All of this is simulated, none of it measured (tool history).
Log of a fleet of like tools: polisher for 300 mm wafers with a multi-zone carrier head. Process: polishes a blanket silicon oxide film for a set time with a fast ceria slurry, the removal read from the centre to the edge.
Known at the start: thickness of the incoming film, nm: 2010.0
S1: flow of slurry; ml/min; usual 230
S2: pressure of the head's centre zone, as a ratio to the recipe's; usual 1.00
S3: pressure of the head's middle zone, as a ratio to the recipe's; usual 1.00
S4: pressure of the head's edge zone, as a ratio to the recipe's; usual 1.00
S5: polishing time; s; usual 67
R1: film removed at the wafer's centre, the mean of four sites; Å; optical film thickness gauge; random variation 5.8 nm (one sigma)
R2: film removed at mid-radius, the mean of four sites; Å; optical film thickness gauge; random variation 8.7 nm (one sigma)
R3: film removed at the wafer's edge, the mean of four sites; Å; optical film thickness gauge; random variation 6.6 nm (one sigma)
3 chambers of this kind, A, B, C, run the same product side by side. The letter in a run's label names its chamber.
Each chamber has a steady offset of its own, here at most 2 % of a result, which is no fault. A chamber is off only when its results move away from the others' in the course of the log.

{"run": "1C", "hour": 3.3, "S1": 230, "S2": 1.0, "S3": 1.0, "S4": 1.0, "S5": 67, "R1": 6997.1, "R2": 6994.3, "R3": 6921.6}
{"run": "2A", "hour": 7.5, "S1": 230, "S2": 1.0, "S3": 1.0, "S4": 1.0, "S5": 67, "R1": 6861.4, "R2": 6928.4, "R3": 7177.0}
{"run": "3B", "hour": 11.3, "S1": 230, "S2": 1.0, "S3": 1.0, "S4": 1.0, "S5": 67, "R1": 6943.8, "R2": 6742.2, "R3": 6818.2}
{"hour": 12.5, "done": "chamber C: worn pad replaced by a new one"}
{"run": "4A", "hour": 16.1, "S1": 230, "S2": 1.0, "S3": 1.0, "S4": 1.0, "S5": 67, "R1": 6919.6, "R2": 7057.2, "R3": 7024.1}
{"run": "5C", "hour": 19.0, "S1": 230, "S2": 1.0, "S3": 1.0, "S4": 1.0, "S5": 67, "R1": 6796.0, "R2": 7187.2, "R3": 6924.5}
{"run": "6B", "hour": 23.4, "S1": 230, "S2": 1.0, "S3": 1.0, "S4": 1.0, "S5": 67, "R1": 6940.5, "R2": 6983.4, "R3": 6769.4}
{"run": "7B", "hour": 29.5, "S1": 230, "S2": 1.0, "S3": 1.0, "S4": 1.0, "S5": 67, "R1": 6904.9, "R2": 6994.3, "R3": 6873.0}
{"run": "8A", "hour": 35.5, "S1": 230, "S2": 1.0, "S3": 1.0, "S4": 1.0, "S5": 67, "R1": 6875.2, "R2": 7086.5, "R3": 6969.3}
{"run": "9C", "hour": 41.1, "S1": 230, "S2": 1.06, "S3": 1.0, "S4": 1.0, "S5": 67, "R1": 7297.7, "R2": 7258.7, "R3": 6965.9}
{"run": "10C", "hour": 47.1, "S1": 230, "S2": 1.06, "S3": 1.0, "S4": 1.0, "S5": 67, "R1": 7292.5, "R2": 7130.7, "R3": 6994.6}
{"run": "11A", "hour": 50.8, "S1": 230, "S2": 1.06, "S3": 1.0, "S4": 1.0, "S5": 67, "R1": 7385.0, "R2": 6997.4, "R3": 6951.7}
{"run": "12B", "hour": 56.4, "S1": 230, "S2": 1.0, "S3": 1.0, "S4": 1.0, "S5": 67, "R1": 6719.3, "R2": 6657.8, "R3": 6670.6}
{"run": "13B", "hour": 59.7, "S1": 230, "S2": 1.0, "S3": 1.0, "S4": 1.0, "S5": 67, "R1": 6783.8, "R2": 6899.3, "R3": 6659.0}
{"run": "14A", "hour": 64.6, "S1": 230, "S2": 1.0, "S3": 1.0, "S4": 1.0, "S5": 67, "R1": 6906.7, "R2": 6912.5, "R3": 6960.6}
{"hour": 65.9, "done": "chamber B: slurry nozzle cleaned"}
{"run": "15C", "hour": 68.0, "S1": 230, "S2": 1.0, "S3": 1.0, "S4": 1.0, "S5": 67, "R1": 6736.9, "R2": 7032.5, "R3": 6994.6}
{"run": "16C", "hour": 70.8, "S1": 230, "S2": 1.0, "S3": 1.0, "S4": 1.0, "S5": 67, "R1": 6884.0, "R2": 7225.5, "R3": 6872.1}
{"hour": 72.2, "done": "chamber C: worn pad replaced by a new one"}
{"hour": 74.9, "done": "chamber A: worn pad replaced by a new one"}
{"run": "17A", "hour": 75.3, "S1": 230, "S2": 1.0, "S3": 1.0, "S4": 1.0, "S5": 67, "R1": 6950.0, "R2": 7129.5, "R3": 6945.8}
{"run": "18B", "hour": 79.2, "S1": 230, "S2": 1.0, "S3": 1.0, "S4": 1.0, "S5": 67, "R1": 6695.0, "R2": 6714.9, "R3": 6635.8}
{"run": "19B", "hour": 84.1, "S1": 230, "S2": 1.0, "S3": 1.0, "S4": 1.0, "S5": 67, "R1": 6718.7, "R2": 6771.2, "R3": 6623.1}
{"run": "20C", "hour": 87.2, "S1": 230, "S2": 1.0, "S3": 0.89, "S4": 1.06, "S5": 67, "R1": 6882.8, "R2": 6217.9, "R3": 7265.9}
{"run": "21A", "hour": 92.3, "S1": 230, "S2": 1.0, "S3": 0.89, "S4": 1.06, "S5": 67, "R1": 6866.3, "R2": 6257.3, "R3": 7209.3}
{"run": "22A", "hour": 96.2, "S1": 230, "S2": 1.0, "S3": 0.89, "S4": 1.06, "S5": 67, "R1": 6984.9, "R2": 6271.5, "R3": 7182.9}
{"run": "23B", "hour": 102.6, "S1": 230, "S2": 1.0, "S3": 1.0, "S4": 1.0, "S5": 67, "R1": 6576.1, "R2": 6683.0, "R3": 6398.9}
{"run": "24C", "hour": 108.0, "S1": 230, "S2": 1.0, "S3": 1.0, "S4": 1.0, "S5": 67, "R1": 6781.5, "R2": 7178.3, "R3": 7009.6}

All 3 chambers run these settings next. Forecast each chamber's results:
{"run": "25A", "hour": 112.6, "S1": 230, "S2": 1.0, "S3": 1.0, "S4": 1.0, "S5": 67, "R1": "?", "R2": "?", "R3": "?"}
{"run": "25B", "hour": 112.6, "S1": 230, "S2": 1.0, "S3": 1.0, "S4": 1.0, "S5": 67, "R1": "?", "R2": "?", "R3": "?"}
{"run": "25C", "hour": 112.6, "S1": 230, "S2": 1.0, "S3": 1.0, "S4": 1.0, "S5": 67, "R1": "?", "R2": "?", "R3": "?"}

run=25A R1=6933.0 R2=6961.2 R3=7016.0
run=25B R1=6507.9 R2=6376.6 R3=6529.3
run=25C R1=6789.1 R2=7079.4 R3=6896.8

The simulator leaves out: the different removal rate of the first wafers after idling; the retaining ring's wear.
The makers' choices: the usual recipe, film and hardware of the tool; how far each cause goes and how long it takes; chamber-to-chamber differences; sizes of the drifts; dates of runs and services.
